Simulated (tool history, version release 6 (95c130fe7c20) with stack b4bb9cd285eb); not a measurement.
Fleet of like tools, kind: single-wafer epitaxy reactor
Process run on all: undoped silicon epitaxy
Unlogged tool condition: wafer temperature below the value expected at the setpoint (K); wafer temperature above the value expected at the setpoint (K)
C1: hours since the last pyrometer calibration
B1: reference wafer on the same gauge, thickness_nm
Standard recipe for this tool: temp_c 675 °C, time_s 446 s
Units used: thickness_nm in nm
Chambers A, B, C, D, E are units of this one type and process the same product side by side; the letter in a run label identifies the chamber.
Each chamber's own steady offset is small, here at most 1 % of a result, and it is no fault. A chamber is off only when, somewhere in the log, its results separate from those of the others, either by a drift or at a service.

{"run": "1B", "hour": 5.0, "temp_c": 675, "time_s": 446, "C1": 486, "B1": 140.06, "thickness_nm": 127.3}
{"run": "2A", "hour": 10.0, "temp_c": 675, "time_s": 446, "C1": 902, "B1": 140.12, "thickness_nm": 126.37}
{"run": "3C", "hour": 17.2, "temp_c": 675, "time_s": 446, "C1": 2126.8, "B1": 140, "thickness_nm": 125.88}
{"run": "4E", "hour": 24.2, "temp_c": 675, "time_s": 446, "C1": 930.9, "B1": 139.87, "thickness_nm": 125.46}
{"run": "5D", "hour": 29.8, "temp_c": 664, "time_s": 521, "C1": 337.7, "B1": 140.1, "thickness_nm": 117.01}
{"run": "6D", "hour": 37.1, "temp_c": 664, "time_s": 521, "C1": 345, "B1": 139.85, "thickness_nm": 118.13}
{"run": "7C", "hour": 45.1, "temp_c": 664, "time_s": 521, "C1": 2154.7, "B1": 139.99, "thickness_nm": 117.97}
{"run": "8A", "hour": 51.4, "temp_c": 664, "time_s": 521, "C1": 943.4, "B1": 139.81, "thickness_nm": 116.83}
{"run": "9E", "hour": 57.3, "temp_c": 664, "time_s": 521, "C1": 964, "B1": 139.89, "thickness_nm": 116.3}
{"run": "10B", "hour": 61.1, "temp_c": 675, "time_s": 446, "C1": 542.1, "B1": 139.96, "thickness_nm": 128.74}
{"run": "11C", "hour": 69.2, "temp_c": 675, "time_s": 446, "C1": 2178.8, "B1": 139.96, "thickness_nm": 127.1}
{"run": "12D", "hour": 73.1, "temp_c": 675, "time_s": 446, "C1": 381, "B1": 139.89, "thickness_nm": 125.89}
{"run": "13A", "hour": 81.3, "temp_c": 675, "time_s": 446, "C1": 973.3, "B1": 139.88, "thickness_nm": 126.19}
{"run": "14B", "hour": 89.2, "temp_c": 675, "time_s": 446, "C1": 570.2, "B1": 139.82, "thickness_nm": 128.28}
{"run": "15E", "hour": 96.2, "temp_c": 675, "time_s": 446, "C1": 1002.9, "B1": 139.89, "thickness_nm": 125.36}
{"run": "16D", "hour": 103.0, "temp_c": 670, "time_s": 413, "C1": 410.9, "B1": 140.05, "thickness_nm": 105.18}
{"hour": 105.4, "done": "chamber C: pyrometer calibrated"}
{"run": "17B", "hour": 109.5, "temp_c": 670, "time_s": 413, "C1": 590.5, "B1": 139.86, "thickness_nm": 108.04}
{"run": "18E", "hour": 117.3, "temp_c": 670, "time_s": 413, "C1": 1024, "B1": 140.16, "thickness_nm": 105.16}
{"run": "19C", "hour": 123.0, "temp_c": 670, "time_s": 413, "C1": 17.6, "B1": 140.05, "thickness_nm": 106.45}
{"run": "20A", "hour": 129.9, "temp_c": 670, "time_s": 413, "C1": 1021.9, "B1": 139.9, "thickness_nm": 104.9}
{"run": "21E", "hour": 134.7, "temp_c": 675, "time_s": 446, "C1": 1041.4, "B1": 140.08, "thickness_nm": 125.75}
{"run": "22C", "hour": 140.0, "temp_c": 675, "time_s": 446, "C1": 34.6, "B1": 140.03, "thickness_nm": 126.81}
{"run": "23D", "hour": 144.7, "temp_c": 675, "time_s": 485, "C1": 452.6, "B1": 140.09, "thickness_nm": 137.82}
{"run": "24B", "hour": 148.6, "temp_c": 675, "time_s": 485, "C1": 629.6, "B1": 139.88, "thickness_nm": 141.41}
{"run": "25A", "hour": 153.8, "temp_c": 675, "time_s": 485, "C1": 1045.8, "B1": 139.85, "thickness_nm": 136.87}
{"run": "26C", "hour": 158.9, "temp_c": 675, "time_s": 485, "C1": 53.5, "B1": 140.03, "thickness_nm": 136.86}
{"run": "27B", "hour": 166.2, "temp_c": 675, "time_s": 485, "C1": 647.2, "B1": 140.06, "thickness_nm": 140.55}
{"run": "28A", "hour": 173.5, "temp_c": 675, "time_s": 416, "C1": 1065.5, "B1": 139.98, "thickness_nm": 118.11}
{"run": "29E", "hour": 179.2, "temp_c": 675, "time_s": 416, "C1": 1085.9, "B1": 140.18, "thickness_nm": 117.87}
{"run": "30D", "hour": 186.9, "temp_c": 675, "time_s": 416, "C1": 494.8, "B1": 140.03, "thickness_nm": 117.97}
{"run": "31B", "hour": 192.5, "temp_c": 675, "time_s": 416, "C1": 673.5, "B1": 140.03, "thickness_nm": 121.72}
{"run": "32C", "hour": 199.1, "temp_c": 675, "time_s": 416, "C1": 93.7, "B1": 140.14, "thickness_nm": 119.15}
{"run": "33A", "hour": 204.4, "temp_c": 684, "time_s": 504, "C1": 1096.4, "B1": 139.92, "thickness_nm": 171.68}
{"run": "34E", "hour": 208.1, "temp_c": 684, "time_s": 504, "C1": 1114.8, "B1": 140.29, "thickness_nm": 173.54}
{"run": "35D", "hour": 214.1, "temp_c": 684, "time_s": 504, "C1": 522, "B1": 139.87, "thickness_nm": 172.23}
{"run": "36B", "hour": 220.0, "temp_c": 684, "time_s": 504, "C1": 701, "B1": 140.02, "thickness_nm": 177.36}
{"run": "37E", "hour": 228.3, "temp_c": 684, "time_s": 504, "C1": 1135, "B1": 139.95, "thickness_nm": 170.75}
{"run": "38D", "hour": 232.7, "temp_c": 675, "time_s": 446, "C1": 540.6, "B1": 140.11, "thickness_nm": 126.91}
{"run": "39C", "hour": 240.1, "temp_c": 675, "time_s": 446, "C1": 134.7, "B1": 139.93, "thickness_nm": 127.37}

Predict what each chamber gives when all 5 of them run the settings below next.
{"run": "40A", "hour": 246.0, "temp_c": 675, "time_s": 446, "thickness_nm": "?"}
{"run": "40B", "hour": 246.0, "temp_c": 675, "time_s": 446, "thickness_nm": "?"}
{"run": "40C", "hour": 246.0, "temp_c": 675, "time_s": 446, "thickness_nm": "?"}
{"run": "40D", "hour": 246.0, "temp_c": 675, "time_s": 446, "thickness_nm": "?"}
{"run": "40E", "hour": 246.0, "temp_c": 675, "time_s": 446, "thickness_nm": "?"}

run=40A thickness_nm=127.04
run=40B thickness_nm=131.66
run=40C thickness_nm=127.68
run=40D thickness_nm=125.86
run=40E thickness_nm=125.94
